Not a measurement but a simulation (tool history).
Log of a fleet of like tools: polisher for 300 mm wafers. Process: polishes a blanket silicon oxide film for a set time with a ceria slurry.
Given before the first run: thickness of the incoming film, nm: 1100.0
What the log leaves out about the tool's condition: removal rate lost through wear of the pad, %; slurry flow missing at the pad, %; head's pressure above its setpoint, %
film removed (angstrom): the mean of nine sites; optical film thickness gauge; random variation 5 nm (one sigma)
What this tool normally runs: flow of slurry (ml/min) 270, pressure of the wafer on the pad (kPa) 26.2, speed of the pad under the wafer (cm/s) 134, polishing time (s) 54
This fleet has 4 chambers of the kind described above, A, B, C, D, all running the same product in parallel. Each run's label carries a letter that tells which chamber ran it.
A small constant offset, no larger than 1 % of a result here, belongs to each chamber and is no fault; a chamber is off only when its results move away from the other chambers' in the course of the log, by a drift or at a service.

run,hour,flow of slurry (ml/min),pressure of the wafer on the pad (kPa),speed of the pad under the wafer (cm/s),polishing time (s),wafers polished on this pad,hours since the slurry nozzle was cleaned,hours since the head pressure was calibrated,film removed (angstrom)
# hour 0.2: chamber C: worn pad replaced by a new one
1C,4.5,270,26.2,134,54,68,210.6,328.7,3456.2
# hour 10.6: chamber C: slurry nozzle cleaned
2A,10.9,270,26.2,134,54,1169,138.9,225.6,3483.9
3D,16.6,270,26.2,134,54,420,72.0,116.7,3540.5
4B,22.9,270,26.2,134,54,665,770.3,222.4,3420.6
# hour 23.2: chamber B: worn pad replaced by a new one
5D,27.2,270,26.2,134,54,587,82.6,127.3,3479.6
# hour 33.1: chamber A: worn pad replaced by a new one
6B,33.2,270,26.2,134,54,157,780.6,232.7,3555.2
# hour 36.6: chamber C: head pressure recalibrated
7A,39.3,270,26.2,134,54,98,167.3,254.0,3395.5
8C,43.7,270,26.2,134,54,683,33.2,7.2,3466.0
9B,48.2,270,26.2,134,54,393,795.6,247.7,3400.9
# hour 48.5: chamber D: worn pad replaced by a new one
10C,53.2,270,26.2,134,54,833,42.7,16.7,3411.5
# hour 57.3: chamber B: slurry nozzle cleaned
11A,58.7,270,26.2,134,54,403,186.7,273.4,3420.9
12D,62.5,270,26.2,134,54,220,117.9,162.6,3406.4
13D,68.7,270,26.2,134,54,318,124.1,168.8,3479.3
# hour 73.7: chamber B: worn pad replaced by a new one
14A,76.1,270,18.6,134,54,676,204.1,290.8,2492.5
15B,80.5,270,18.6,134,54,107,23.3,280.0,2366.0
# hour 82.6: chamber C: worn pad replaced by a new one
16C,86.3,270,18.6,134,54,58,75.8,49.8,2465.8
17A,93.1,270,18.6,134,54,943,221.1,307.8,2508.2
18B,98.0,270,26.2,134,54,382,40.8,297.5,3404.8
19D,101.7,270,26.2,134,54,836,157.1,201.8,3489.4
20C,107.4,310,26.2,134,60,390,96.9,70.9,3859.4
21B,110.7,310,26.2,134,60,582,53.5,310.2,3854.0
22C,113.9,310,26.2,134,60,492,103.4,77.4,3907.5
# hour 114.9: chamber D: worn pad replaced by a new one
# hour 116.4: chamber A: head pressure recalibrated
23D,118.0,310,26.2,134,60,49,173.4,218.1,3917.9
# hour 122.3: chamber B: worn pad replaced by a new one
24A,124.4,270,26.2,134,54,1435,252.4,8.1,3396.8
25D,131.4,270,26.2,134,54,260,186.8,231.5,3551.0
# hour 133.5: chamber A: worn pad replaced by a new one
# hour 137.2: chamber B: head pressure recalibrated
26C,137.6,320,22.1,134,54,864,127.1,101.1,2962.3
27A,142.6,320,22.1,134,54,144,270.6,26.3,2960.7
28B,146.7,320,22.1,134,54,384,89.5,9.5,2967.7
29C,150.8,320,22.1,134,54,1072,140.3,114.3,2980.8
# hour 154.1: chamber C: worn pad replaced by a new one
30D,154.1,270,26.2,134,54,616,209.5,254.2,3486.2
31A,158.0,270,26.2,134,54,386,286.0,41.7,3512.2
# hour 163.4: chamber B: worn pad replaced by a new one
32B,165.3,360,26.2,134,54,30,108.1,28.1,3443.8
# hour 166.7: chamber D: worn pad replaced by a new one
33A,171.6,360,26.2,134,54,599,299.6,55.3,3598.6
34B,177.5,360,26.2,134,54,222,120.3,40.3,3542.7
35D,183.0,360,26.2,134,54,256,238.4,283.1,3623.1
36C,187.1,270,26.2,104,54,519,176.6,150.6,2674.2
37B,191.8,270,26.2,104,54,446,134.6,54.6,2644.3
38A,195.3,270,26.2,104,54,971,323.3,79.0,2689.6
# hour 202.3: chamber A: slurry nozzle cleaned
39C,202.6,270,26.2,104,54,763,192.1,166.1,2674.8
40D,208.9,270,26.2,134,54,663,264.3,309.0,3507.9
41D,213.0,270,26.2,134,54,727,268.4,313.1,3428.7
# hour 215.1: chamber A: worn pad replaced by a new one
42C,219.2,270,26.2,134,54,1024,208.7,182.7,3324.4
43A,223.3,270,26.2,134,54,129,21.0,107.0,3453.4

Decide between three cases: one chamber stands off from its peers, the gauge reading all wafers drifts, or nothing is wrong past each chamber's small offset. Where a chamber is off, say which and what most likely put it there.

Neither any chamber nor the gauge drifts; the chambers differ only by their own small, steady offsets.

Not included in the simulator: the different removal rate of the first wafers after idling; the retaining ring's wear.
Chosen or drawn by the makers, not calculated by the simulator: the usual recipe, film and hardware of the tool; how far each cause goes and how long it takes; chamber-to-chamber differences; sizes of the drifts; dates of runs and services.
